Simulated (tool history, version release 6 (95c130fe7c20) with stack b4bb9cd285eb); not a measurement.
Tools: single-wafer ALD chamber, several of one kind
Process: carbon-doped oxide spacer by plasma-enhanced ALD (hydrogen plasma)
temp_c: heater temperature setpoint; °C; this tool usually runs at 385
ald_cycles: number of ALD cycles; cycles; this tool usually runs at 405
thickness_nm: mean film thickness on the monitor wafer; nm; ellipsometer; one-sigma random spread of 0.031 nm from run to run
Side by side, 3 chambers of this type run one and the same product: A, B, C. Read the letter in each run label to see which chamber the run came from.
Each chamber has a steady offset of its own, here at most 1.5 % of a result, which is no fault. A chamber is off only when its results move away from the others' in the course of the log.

run   hour  temp_c  ald_cycles  hours since the last thermocouple change  read-back reference wafer on the same gauge, thickness_nm  thickness_nm
 1B    9.6     385         405                                     406.6                                                     17.698        20.174
 2C   18.0     385         405                                    1645.6                                                     17.697        20.181
 3A   27.8     385         405                                    1956.2                                                     17.692        19.965
 4C   36.2     385         405                                    1663.8                                                     17.685        20.114
 5A   46.4     396         405                                    1974.8                                                     17.683        19.975
 6B   55.0     396         405                                     452.0                                                     17.685        20.221
 7A   61.4     396         405                                    1989.8                                                     17.682        19.951
 8C   72.5     385         405                                    1700.1                                                     17.678        20.186
 9B   79.1     385         405                                     476.1                                                     17.683        20.131
10A   84.8     385         405                                    2013.2                                                     17.670        19.965
11C   96.2     385         405                                    1723.8                                                     17.674        20.146
12B  108.6     385         405                                     505.6                                                     17.672        20.213
13C  116.2     385         405                                    1743.8                                                     17.665        20.122
14B  123.2     385         405                                     520.2                                                     17.662        20.116
15A  128.9     385         405                                    2057.3                                                     17.662        20.011
16C  134.7     385         405                                    1762.3                                                     17.666        20.084
17A  142.0     385         405                                    2070.4                                                     17.663        19.947
18B  149.6     385         405                                     546.6                                                     17.658        20.146
19A  155.9     377         405                                    2084.3                                                     17.653        19.966
20B  166.9     377         405                                     563.9                                                     17.653        20.151
21C  175.6     377         405                                    1803.2                                                     17.648        20.128
22B  187.2     385         405                                     584.2                                                     17.643        20.111
23A  195.2     385         405                                    2123.6                                                     17.636        19.941
24C  205.7     385         405                                    1833.3                                                     17.639        20.071
25C  216.0     385         405                                    1843.6                                                     17.638        20.078
26A  227.2     385         405                                    2155.6                                                     17.629        19.937
     232.1  -- chamber A: thermocouple changed; heater temperature recalibrated
27B  233.6     396         352                                     630.6                                                     17.639        17.452
28C  244.8     396         352                                    1872.4                                                     17.627        17.417
29A  250.9     396         352                                      18.8                                                     17.624        17.296
30B  263.7     385         405                                     660.7                                                     17.620        20.123
31A  273.6     385         405                                      41.5                                                     17.621        19.923
32B  285.9     385         405                                     682.9                                                     17.619        20.107
33C  298.5     385         405                                    1926.1                                                     17.613        20.095
34B  310.1     385         405                                     707.1                                                     17.608        20.119
35A  322.1     377         471                                      90.0                                                     17.605        23.135
36C  331.4     377         471                                    1959.0                                                     17.603        23.297
37C  339.1     377         471                                    1966.7                                                     17.601        23.264
38B  348.5     385         405                                     745.5                                                     17.595        20.069
39A  360.4     371         329                                     128.3                                                     17.590        16.139
40A  367.4     371         329                                     135.3                                                     17.595        16.185

Has any chamber moved away from the others, gradually or after a service, or does the common gauge drift, or do the chambers differ only by their own small steady offsets? State the chamber and the most likely cause if one applies.

The gauge drifts, so all chambers seem to drift together. No chamber is off.
Cause: gauge reads low (%) = 0.63.
